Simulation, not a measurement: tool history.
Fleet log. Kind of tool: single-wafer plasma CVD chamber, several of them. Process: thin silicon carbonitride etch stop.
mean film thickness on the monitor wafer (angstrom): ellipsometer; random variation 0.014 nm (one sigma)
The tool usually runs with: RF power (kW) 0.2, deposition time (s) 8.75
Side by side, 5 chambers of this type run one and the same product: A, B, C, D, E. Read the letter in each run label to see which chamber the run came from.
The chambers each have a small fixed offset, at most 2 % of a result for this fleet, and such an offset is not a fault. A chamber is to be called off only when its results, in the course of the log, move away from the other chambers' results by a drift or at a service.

run,hour,RF power (kW),deposition time (s),hours since the last thermocouple change,hours since the last RF generator calibration,"read-back reference wafer on the same gauge, thickness_nm",mean film thickness on the monitor wafer (angstrom)
1A,10.7,0.2,8.75,313.6,2476.7,4.0911,49.719
2B,19.8,0.2,8.75,1073.8,925.9,4.0873,50.695
3D,25.8,0.2,8.75,1243.3,1058.9,4.0912,49.538
4C,31.3,0.2,8.75,67.6,72.7,4.0904,49.603
# hour 31.5: chamber B: thermocouple changed; heater temperature recalibrated
5E,36.9,0.2,8.75,462,1539.8,4.0895,49.837
6A,45.7,0.2,8.75,348.6,2511.7,4.0899,50.002
7E,52.7,0.2,8.75,477.8,1555.6,4.0914,50.207
8C,62.2,0.2,8.75,98.5,103.6,4.0915,49.717
9D,68.2,0.2,8.75,1285.7,1101.3,4.0888,49.047
10B,74.1,0.2,9.84,42.7,980.2,4.0888,56.672
11E,85.7,0.2,9.84,510.8,1588.6,4.0918,56.222
# hour 93.6: chamber D: thermocouple changed; heater temperature recalibrated
12A,97.8,0.2,9.84,400.7,2563.8,4.0898,56.442
13B,108.2,0.2,9.84,76.8,1014.3,4.091,56.658
14C,114.5,0.2,9.84,150.8,155.9,4.0885,56.03
15D,120,0.2,8.75,26.4,1153.1,4.0895,49.457
16E,127.8,0.2,8.75,552.9,1630.7,4.0895,50.335
17B,138.9,0.2,8.75,107.5,1045,4.0911,50.494
18A,150.2,0.175,8.75,453.1,2616.2,4.0895,47.982
19C,156.1,0.175,8.75,192.4,197.5,4.0902,48.01
20D,163.1,0.175,8.75,69.5,1196.2,4.089,47.649
21C,174.7,0.175,8.75,211,216.1,4.0928,47.81
22A,182.2,0.175,8.75,485.1,2648.2,4.0893,48
23B,190.4,0.2,8.75,159,1096.5,4.0856,50.772
24D,201.9,0.2,8.75,108.3,1235,4.091,49.438
# hour 204.2: chamber A: RF generator calibrated
25E,212,0.2,8.75,637.1,1714.9,4.0936,50.236
26C,223.8,0.175,7.82,260.1,265.2,4.0906,42.677
27D,234.8,0.175,7.82,141.2,1267.9,4.0919,42.655
28E,246.8,0.175,7.82,671.9,1749.7,4.0907,43.098
29B,257.6,0.175,7.82,226.2,1163.7,4.0895,43.319
30A,266.6,0.175,7.82,569.5,62.4,4.0915,42.866
31E,275.4,0.2,8.75,700.5,1778.3,4.0886,50.222
32D,284.1,0.2,8.75,190.5,1317.2,4.091,49.264
33A,293.5,0.2,8.75,596.4,89.3,4.0904,50.115
34C,301.9,0.2,8.75,338.2,343.3,4.0904,49.746
35B,310.3,0.2,8.75,278.9,1216.4,4.0898,50.549
36E,316.3,0.2,8.75,741.4,1819.2,4.0912,50.157
37D,321.9,0.2,8.75,228.3,1355,4.0897,49.5
38A,332.3,0.2,8.75,635.2,128.1,4.0931,50.286

Each of the 5 chambers runs these same settings next. Fill in every chamber's results:
39A,341.2,0.23,8.75,,,,?
39B,341.2,0.23,8.75,,,,?
39C,341.2,0.23,8.75,,,,?
39D,341.2,0.23,8.75,,,,?
39E,341.2,0.23,8.75,,,,?

run,mean film thickness on the monitor wafer (angstrom)
39A,52.28
39B,52.636
39C,52.04
39D,51.629
39E,52.356

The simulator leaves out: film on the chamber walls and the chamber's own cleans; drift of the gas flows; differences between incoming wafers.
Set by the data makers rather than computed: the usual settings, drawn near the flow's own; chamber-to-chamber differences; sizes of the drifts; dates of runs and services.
